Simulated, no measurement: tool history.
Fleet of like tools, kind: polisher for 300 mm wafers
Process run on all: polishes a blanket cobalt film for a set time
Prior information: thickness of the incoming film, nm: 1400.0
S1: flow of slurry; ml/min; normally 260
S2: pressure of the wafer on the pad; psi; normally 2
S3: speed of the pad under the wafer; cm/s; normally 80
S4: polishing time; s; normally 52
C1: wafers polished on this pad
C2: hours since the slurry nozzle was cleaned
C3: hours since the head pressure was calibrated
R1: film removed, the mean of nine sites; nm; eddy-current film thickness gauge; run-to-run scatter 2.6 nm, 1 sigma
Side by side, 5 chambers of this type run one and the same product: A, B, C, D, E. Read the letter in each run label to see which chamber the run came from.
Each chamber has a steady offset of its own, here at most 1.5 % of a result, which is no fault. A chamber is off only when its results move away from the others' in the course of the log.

run	hour	S1	S2	S3	S4	C1	C2	C3	R1
1C	13.5	260	2	80	52	260	509	370.9	189.34
# hour 24.8: chamber B: head pressure recalibrated
2B	27.8	260	2	80	52	843	175.5	3	195.91
3E	36.7	260	2	80	52	633	716.8	1158.3	187.7
# hour 46.5: chamber A: worn pad replaced by a new one
4D	50.7	260	2	80	52	1255	609.2	879.4	182.43
# hour 55.8: chamber B: worn pad replaced by a new one
# hour 56.6: chamber D: worn pad replaced by a new one
5A	59.3	260	2	80	52	153	476.7	93.4	183.7
6A	74.5	260	2	80	52	335	491.9	108.6	190.5
# hour 76: chamber E: worn pad replaced by a new one
# hour 79.1: chamber B: slurry nozzle cleaned
# hour 82.2: chamber C: worn pad replaced by a new one
7B	85.5	260	2	80	52	356	6.4	60.7	190.7
8C	97.2	260	2	80	52	179	592.7	454.6	192.51
# hour 104.2: chamber E: slurry nozzle cleaned
9D	110.5	260	2	80	52	646	669	939.2	183.56
# hour 118.4: chamber D: slurry nozzle cleaned
10E	124.7	260	2	80	52	583	20.6	1246.3	189.82
11B	132.8	260	2	80	52	922	53.7	108	185.87
# hour 144.6: chamber A: worn pad replaced by a new one
# hour 145.9: chamber B: worn pad replaced by a new one
12E	147	260	2	80	38	850	42.9	1268.6	140.09
# hour 149.6: chamber C: slurry nozzle cleaned
13A	158.9	260	2	80	38	172	576.3	193	133.62
# hour 162.5: chamber C: worn pad replaced by a new one
# hour 168: chamber E: worn pad replaced by a new one
# hour 171: chamber D: worn pad replaced by a new one
14D	173.7	260	2	80	38	32	55.3	1002.4	134.89
15C	182.5	260	2	80	38	239	32.9	539.9	136.3
# hour 183.5: chamber A: slurry nozzle cleaned
16B	195.1	260	2	80	38	589	116	170.3	138.9
# hour 199.2: chamber E: head pressure recalibrated
17E	203.3	260	2	80	52	423	99.2	4.2	185.37
18C	212.3	260	2	80	52	596	62.7	569.7	179.12
# hour 220.6: chamber A: worn pad replaced by a new one
19D	227	260	2	80	52	670	108.6	1055.7	188.7
# hour 234.5: chamber B: worn pad replaced by a new one
20A	236.5	260	2	80	52	190	53	270.6	189.63
21E	248.4	260	2	80	52	963	144.3	49.3	191.25
# hour 254.7: chamber C: worn pad replaced by a new one
22A	256.2	260	2	80	52	426	72.7	290.3	192.64
# hour 256.3: chamber E: worn pad replaced by a new one
23B	264.7	260	2	80	52	362	185.6	239.9	187.33
# hour 279.5: chamber D: worn pad replaced by a new one
24D	279.5	260	2	80	52	0	161.1	1108.2	191.7
25C	287.9	260	2	80	52	398	138.3	645.3	180.32
# hour 291.2: chamber B: slurry nozzle cleaned
26D	294.5	260	2	80	52	180	176.1	1123.2	188.65
27B	308	260	2	80	52	880	16.9	283.2	188.16
# hour 311.1: chamber B: worn pad replaced by a new one
# hour 314.4: chamber A: worn pad replaced by a new one
28E	321.3	260	2	80	52	778	217.2	122.2	189.25
29C	332.1	260	2	80	52	927	182.5	689.5	176.27
# hour 335.1: chamber C: worn pad replaced by a new one
# hour 341.5: chamber E: worn pad replaced by a new one
30A	345.8	175	2	80	60	375	162.3	379.9	204.83
31B	360.7	175	2	80	60	594	69.6	335.9	204.84
32E	374.2	175	2	80	60	391	270.1	175.1	207.87
33C	383.8	175	2	80	60	583	234.2	741.2	195.15
# hour 388.5: chamber A: worn pad replaced by a new one
34D	393.5	175	2	80	60	1365	275.1	1222.2	201.14
# hour 395: chamber D: worn pad replaced by a new one
# hour 399.3: chamber B: worn pad replaced by a new one
35A	401.6	260	2	80	52	157	218.1	435.7	188.88
36D	409.2	260	2	80	52	170	290.8	1237.9	190.68
37A	424.2	315	2	80	52	427	240.7	458.3	192.59
38B	434.6	315	2	80	52	422	143.5	409.8	191.53

Predict what each chamber gives when all 5 of them run the settings below next.
39A	445.5	260	2	80	52				?
39B	445.5	260	2	80	52				?
39C	445.5	260	2	80	52				?
39D	445.5	260	2	80	52				?
39E	445.5	260	2	80	52				?

run	R1
39A	191.59
39B	187.98
39C	170.31
39D	181.27
39E	192.55
